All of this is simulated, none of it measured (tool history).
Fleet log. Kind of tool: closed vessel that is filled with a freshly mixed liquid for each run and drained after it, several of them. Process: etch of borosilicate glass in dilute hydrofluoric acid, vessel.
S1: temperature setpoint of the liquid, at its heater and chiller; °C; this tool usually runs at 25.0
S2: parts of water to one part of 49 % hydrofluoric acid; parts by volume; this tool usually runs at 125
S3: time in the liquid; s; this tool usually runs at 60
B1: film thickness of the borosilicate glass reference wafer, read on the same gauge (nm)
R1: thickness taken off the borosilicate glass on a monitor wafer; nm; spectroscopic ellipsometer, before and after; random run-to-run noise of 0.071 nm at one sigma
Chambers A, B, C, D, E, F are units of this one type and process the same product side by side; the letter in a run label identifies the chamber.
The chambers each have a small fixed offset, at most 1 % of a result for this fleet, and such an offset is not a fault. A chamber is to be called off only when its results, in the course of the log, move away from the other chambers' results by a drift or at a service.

Run 1D, hour 5.5: usual settings; B1 70.020. Result: R1 13.4060 nm.
At hour 9.9: chamber C: hydrofluoric acid flow meter replaced.
Run 2C, hour 12.5: usual settings; B1 69.962. Result: R1 13.2640 nm.
Run 3F, hour 16.7: usual settings; B1 69.987. Result: R1 13.3040 nm.
Run 4E, hour 22.7: usual settings; B1 70.006. Result: R1 13.6430 nm.
Run 5B, hour 29.3: usual settings but S1 22.5 °C, S2 185 parts by volume; B1 70.020. Result: R1 7.6076 nm.
Run 6A, hour 33.6: usual settings but S1 22.5 °C, S2 185 parts by volume; B1 70.002. Result: R1 7.6768 nm.
Run 7E, hour 37.6: usual settings but S1 22.5 °C, S2 185 parts by volume; B1 69.958. Result: R1 7.7535 nm.
Run 8C, hour 45.5: usual settings but S1 22.5 °C, S2 185 parts by volume; B1 70.017. Result: R1 7.5825 nm.
Run 9D, hour 50.1: usual settings but S1 22.5 °C, S2 185 parts by volume; B1 70.018. Result: R1 7.7131 nm.
Run 10A, hour 56.9: usual settings but S1 22.5 °C, S2 185 parts by volume; B1 70.000. Result: R1 7.6511 nm.
Run 11F, hour 65.9: usual settings; B1 69.966. Result: R1 13.4330 nm.
Run 12B, hour 73.6: usual settings; B1 69.948. Result: R1 13.3730 nm.
Run 13F, hour 79.4: usual settings; B1 69.989. Result: R1 13.5340 nm.
Run 14C, hour 86.5: usual settings but S2 85 parts by volume, S3 90 s; B1 70.012. Result: R1 31.2150 nm.
Run 15B, hour 95.0: usual settings but S2 85 parts by volume, S3 90 s; B1 69.993. Result: R1 31.1060 nm.
At hour 97.7: chamber D: thermometer replaced.
Run 16E, hour 101.6: usual settings but S2 85 parts by volume, S3 90 s; B1 69.997. Result: R1 30.9170 nm.
Run 17A, hour 106.9: usual settings but S2 85 parts by volume, S3 90 s; B1 69.974. Result: R1 31.2020 nm.
Run 18D, hour 113.3: usual settings but S2 85 parts by volume, S3 90 s; B1 70.028. Result: R1 31.1870 nm.
Run 19E, hour 120.8: usual settings but S2 85 parts by volume, S3 90 s; B1 69.998. Result: R1 31.2170 nm.
Run 20C, hour 126.3: usual settings; B1 69.976. Result: R1 13.4340 nm.
Run 21B, hour 132.3: usual settings; B1 69.993. Result: R1 13.4640 nm.
Run 22F, hour 138.2: usual settings; B1 70.000. Result: R1 13.1990 nm.
Run 23A, hour 144.1: usual settings; B1 70.049. Result: R1 13.4050 nm.
Run 24D, hour 152.6: usual settings but S1 22.5 °C; B1 69.986. Result: R1 12.2470 nm.
Run 25A, hour 158.7: usual settings but S1 22.5 °C; B1 69.977. Result: R1 12.2520 nm.
Run 26D, hour 166.2: usual settings but S1 22.5 °C; B1 69.973. Result: R1 12.3020 nm.
Run 27F, hour 175.0: usual settings but S1 22.5 °C; B1 70.005. Result: R1 12.0840 nm.
Run 28B, hour 182.2: usual settings but S1 22.5 °C; B1 69.959. Result: R1 12.1270 nm.
Run 29C, hour 186.7: usual settings but S1 22.5 °C; B1 70.011. Result: R1 12.0040 nm.
Run 30E, hour 194.9: usual settings but S2 180 parts by volume, S3 85 s; B1 69.933. Result: R1 12.3530 nm.
Run 31C, hour 199.9: usual settings but S2 180 parts by volume, S3 85 s; B1 70.017. Result: R1 12.2970 nm.
Run 32B, hour 204.8: usual settings but S2 180 parts by volume, S3 85 s; B1 69.955. Result: R1 12.3280 nm.
Run 33A, hour 208.9: usual settings but S2 180 parts by volume, S3 85 s; B1 70.014. Result: R1 12.3850 nm.
Run 34F, hour 215.0: usual settings but S2 180 parts by volume, S3 85 s; B1 70.034. Result: R1 12.4150 nm.
Run 35D, hour 224.0: usual settings but S2 180 parts by volume, S3 85 s; B1 70.009. Result: R1 12.5760 nm.
Run 36E, hour 231.5: usual settings; B1 70.013. Result: R1 13.4220 nm.

All 6 chambers run these settings next. Forecast each chamber's results:
Run 37A, hour 238.0: usual settings but S2 155 parts by volume. Result: R1 ?.
Run 37B, hour 238.0: usual settings but S2 155 parts by volume. Result: R1 ?.
Run 37C, hour 238.0: usual settings but S2 155 parts by volume. Result: R1 ?.
Run 37D, hour 238.0: usual settings but S2 155 parts by volume. Result: R1 ?.
Run 37E, hour 238.0: usual settings but S2 155 parts by volume. Result: R1 ?.
Run 37F, hour 238.0: usual settings but S2 155 parts by volume. Result: R1 ?.

run       R1
37A  10.3940
37B  10.3640
37C  10.3870
37D  10.6680
37E  10.4850
37F  10.4640
